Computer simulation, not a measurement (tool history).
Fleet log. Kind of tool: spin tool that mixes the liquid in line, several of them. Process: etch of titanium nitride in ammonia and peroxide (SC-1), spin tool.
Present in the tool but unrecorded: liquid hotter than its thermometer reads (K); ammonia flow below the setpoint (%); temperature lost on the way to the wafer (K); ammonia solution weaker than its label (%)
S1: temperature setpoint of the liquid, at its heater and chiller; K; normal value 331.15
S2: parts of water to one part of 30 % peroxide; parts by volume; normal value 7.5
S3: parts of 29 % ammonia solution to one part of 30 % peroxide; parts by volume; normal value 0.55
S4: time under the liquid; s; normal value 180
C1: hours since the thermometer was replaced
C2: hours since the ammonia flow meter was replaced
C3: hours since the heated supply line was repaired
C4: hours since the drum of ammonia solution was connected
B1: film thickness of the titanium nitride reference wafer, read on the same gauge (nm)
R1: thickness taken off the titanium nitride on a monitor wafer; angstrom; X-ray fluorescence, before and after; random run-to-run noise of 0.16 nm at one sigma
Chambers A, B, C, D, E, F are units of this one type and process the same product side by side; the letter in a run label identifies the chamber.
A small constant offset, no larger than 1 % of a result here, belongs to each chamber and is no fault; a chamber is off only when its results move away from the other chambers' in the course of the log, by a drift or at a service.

run 1A hour=4.3 | S1=331.15 S2=7.5 S3=0.55 S4=180 | C1=305.1 C2=957.7 C3=350.7 C4=604.4 | B1=70.026 | R1=169.45
run 2E hour=6.9 | S1=331.15 S2=7.5 S3=0.55 S4=180 | C1=1100.6 C2=33.1 C3=604.6 C4=720.7 | B1=70.008 | R1=169.09
run 3F hour=12.3 | S1=331.15 S2=7.5 S3=0.55 S4=180 | C1=55.3 C2=1522.0 C3=26.2 C4=795.5 | B1=69.978 | R1=165.49
run 4C hour=16.0 | S1=331.15 S2=7.5 S3=0.55 S4=180 | C1=285.6 C2=768.6 C3=148.7 C4=26.1 | B1=69.992 | R1=166.75
run 5D hour=20.8 | S1=331.15 S2=7.5 S3=0.55 S4=180 | C1=718.5 C2=43.3 C3=1688.7 C4=154.7 | B1=70.014 | R1=167.37
run 6B hour=24.2 | S1=331.15 S2=7.5 S3=0.45 S4=180 | C1=492.7 C2=231.7 C3=223.1 C4=87.9 | B1=70.028 | R1=162.17
run 7B hour=28.5 | S1=331.15 S2=7.5 S3=0.45 S4=180 | C1=497.0 C2=236.0 C3=227.4 C4=92.2 | B1=69.999 | R1=158.28
run 8A hour=31.1 | S1=331.15 S2=7.5 S3=0.45 S4=180 | C1=331.9 C2=984.5 C3=377.5 C4=631.2 | B1=69.988 | R1=159.62
run 9C hour=34.0 | S1=331.15 S2=7.5 S3=0.45 S4=180 | C1=303.6 C2=786.6 C3=166.7 C4=44.1 | B1=70.032 | R1=161.16
run 10D hour=39.0 | S1=331.15 S2=7.5 S3=0.45 S4=180 | C1=736.7 C2=61.5 C3=1706.9 C4=172.9 | B1=69.989 | R1=163.30
run 11F hour=42.9 | S1=331.15 S2=7.5 S3=0.45 S4=180 | C1=85.9 C2=1552.6 C3=56.8 C4=826.1 | B1=70.005 | R1=163.92
run 12E hour=47.0 | S1=331.15 S2=7.5 S3=0.55 S4=180 | C1=1140.7 C2=73.2 C3=644.7 C4=760.8 | B1=70.003 | R1=167.90
run 13C hour=51.3 | S1=331.15 S2=7.5 S3=0.55 S4=180 | C1=320.9 C2=803.9 C3=184.0 C4=61.4 | B1=70.002 | R1=169.64
run 14E hour=55.6 | S1=331.15 S2=7.5 S3=0.55 S4=180 | C1=1149.3 C2=81.8 C3=653.3 C4=769.4 | B1=69.998 | R1=169.05
run 15D hour=58.8 | S1=331.15 S2=7.5 S3=0.55 S4=180 | C1=756.5 C2=81.3 C3=1726.7 C4=192.7 | B1=69.993 | R1=171.76
run 16F hour=64.3 | S1=331.15 S2=5.0 S3=0.85 S4=180 | C1=107.3 C2=1574.0 C3=78.2 C4=847.5 | B1=70.006 | R1=215.93
run 17A hour=69.7 | S1=331.15 S2=5.0 S3=0.85 S4=180 | C1=370.5 C2=1023.1 C3=416.1 C4=669.8 | B1=69.986 | R1=216.12
run 18B hour=73.5 | S1=331.15 S2=5.0 S3=0.85 S4=180 | C1=542.0 C2=281.0 C3=272.4 C4=137.2 | B1=69.984 | R1=211.33
run 19C hour=78.7 | S1=331.15 S2=5.0 S3=0.85 S4=180 | C1=348.3 C2=831.3 C3=211.4 C4=88.8 | B1=69.998 | R1=213.84
run 20F hour=84.1 | S1=331.15 S2=5.0 S3=0.85 S4=180 | C1=127.1 C2=1593.8 C3=98.0 C4=867.3 | B1=70.008 | R1=214.51
run 21A hour=86.8 | S1=331.15 S2=5.0 S3=0.85 S4=180 | C1=387.6 C2=1040.2 C3=433.2 C4=686.9 | B1=69.991 | R1=211.66
run 22D hour=90.0 | S1=331.15 S2=9.5 S3=0.55 S4=180 | C1=787.7 C2=112.5 C3=1757.9 C4=223.9 | B1=69.990 | R1=156.07
run 23E hour=94.9 | S1=331.15 S2=9.5 S3=0.55 S4=180 | C1=1188.6 C2=121.1 C3=692.6 C4=808.7 | B1=69.996 | R1=150.80
run 24B hour=97.5 | S1=331.15 S2=9.5 S3=0.55 S4=180 | C1=566.0 C2=305.0 C3=296.4 C4=161.2 | B1=70.002 | R1=149.30
run 25D hour=103.0 | S1=331.15 S2=9.5 S3=0.55 S4=180 | C1=800.7 C2=125.5 C3=1770.9 C4=236.9 | B1=70.018 | R1=159.07
run 26A hour=106.0 | S1=331.15 S2=9.5 S3=0.55 S4=180 | C1=406.8 C2=1059.4 C3=452.4 C4=706.1 | B1=69.981 | R1=145.91
run 27B hour=109.6 | S1=331.15 S2=9.5 S3=0.55 S4=180 | C1=578.1 C2=317.1 C3=308.5 C4=173.3 | B1=69.986 | R1=148.40
run 28F hour=112.2 | S1=331.15 S2=7.5 S3=0.55 S4=180 | C1=155.2 C2=1621.9 C3=126.1 C4=895.4 | B1=70.005 | R1=165.60
run 29C hour=117.5 | S1=331.15 S2=7.5 S3=0.80 S4=115 | C1=387.1 C2=870.1 C3=250.2 C4=127.6 | B1=70.023 | R1=113.58
run 30E hour=120.2 | S1=331.15 S2=7.5 S3=0.80 S4=115 | C1=1213.9 C2=146.4 C3=717.9 C4=834.0 | B1=69.991 | R1=115.17
run 31F hour=122.9 | S1=331.15 S2=7.5 S3=0.80 S4=115 | C1=165.9 C2=1632.6 C3=136.8 C4=906.1 | B1=69.989 | R1=113.43
run 32E hour=126.1 | S1=331.15 S2=7.5 S3=0.80 S4=115 | C1=1219.8 C2=152.3 C3=723.8 C4=839.9 | B1=69.987 | R1=114.17
run 33D hour=130.4 | S1=331.15 S2=7.5 S3=0.80 S4=115 | C1=828.1 C2=152.9 C3=1798.3 C4=264.3 | B1=69.995 | R1=121.86
run 34C hour=133.5 | S1=331.15 S2=7.5 S3=0.80 S4=115 | C1=403.1 C2=886.1 C3=266.2 C4=143.6 | B1=70.017 | R1=114.01
run 35B hour=139.0 | S1=331.15 S2=7.5 S3=0.55 S4=180 | C1=607.5 C2=346.5 C3=337.9 C4=202.7 | B1=69.984 | R1=166.19
run 36A hour=143.1 | S1=331.15 S2=7.5 S3=0.55 S4=180 | C1=443.9 C2=1096.5 C3=489.5 C4=743.2 | B1=70.002 | R1=166.01
run 37B hour=146.4 | S1=331.15 S2=7.5 S3=0.55 S4=180 | C1=614.9 C2=353.9 C3=345.3 C4=210.1 | B1=70.006 | R1=165.90
run 38C hour=151.3 | S1=331.15 S2=7.5 S3=0.75 S4=230 | C1=420.9 C2=903.9 C3=284.0 C4=161.4 | B1=69.978 | R1=222.45
run 39F hour=154.8 | S1=331.15 S2=7.5 S3=0.75 S4=230 | C1=197.8 C2=1664.5 C3=168.7 C4=938.0 | B1=70.023 | R1=220.18
run 40A hour=157.9 | S1=331.15 S2=7.5 S3=0.75 S4=230 | C1=458.7 C2=1111.3 C3=504.3 C4=758.0 | B1=69.989 | R1=222.98
run 41D hour=161.7 | S1=331.15 S2=7.5 S3=0.75 S4=230 | C1=859.4 C2=184.2 C3=1829.6 C4=295.6 | B1=69.978 | R1=252.01

Which is it: a chamber that has drifted or been left off by a service, a gauge drift common to all chambers, or only each chamber's usual small offset? If a chamber is off, name it and its likeliest cause.

Little by little, chamber D moves away from the other chambers.
Most likely cause: liquid hotter than its thermometer reads (K) = 1.57.

Which of the 4 candidates below, each the usual settings with something changed and its results left as question marks, puts chamber D back in line with what the other chambers give on the usual settings?
In-line tolerance around the mean of the other chambers on the usual settings: R1 5.60 angstrom
run 42D-1 hour=165.6 | S1=331.65 S2=7.5 S3=0.55 S4=190 | R1=?
run 42D-2 hour=165.6 | S1=331.65 S2=7.5 S3=0.55 S4=180 | R1=?
run 42D-3 hour=165.6 | S1=331.15 S2=9.0 S3=0.55 S4=180 | R1=?
run 42D-4 hour=165.6 | S1=331.15 S2=8.0 S3=0.55 S4=180 | R1=?

Usual-settings mean across the other chambers: R1 167.23 angstrom
run=42D-1 R1=202.19
run=42D-2 R1=191.55
run=42D-3 R1=168.84
run=42D-4 R1=179.39
The right change is 42D-3: it brings the chamber back within the allowed miss of the others.
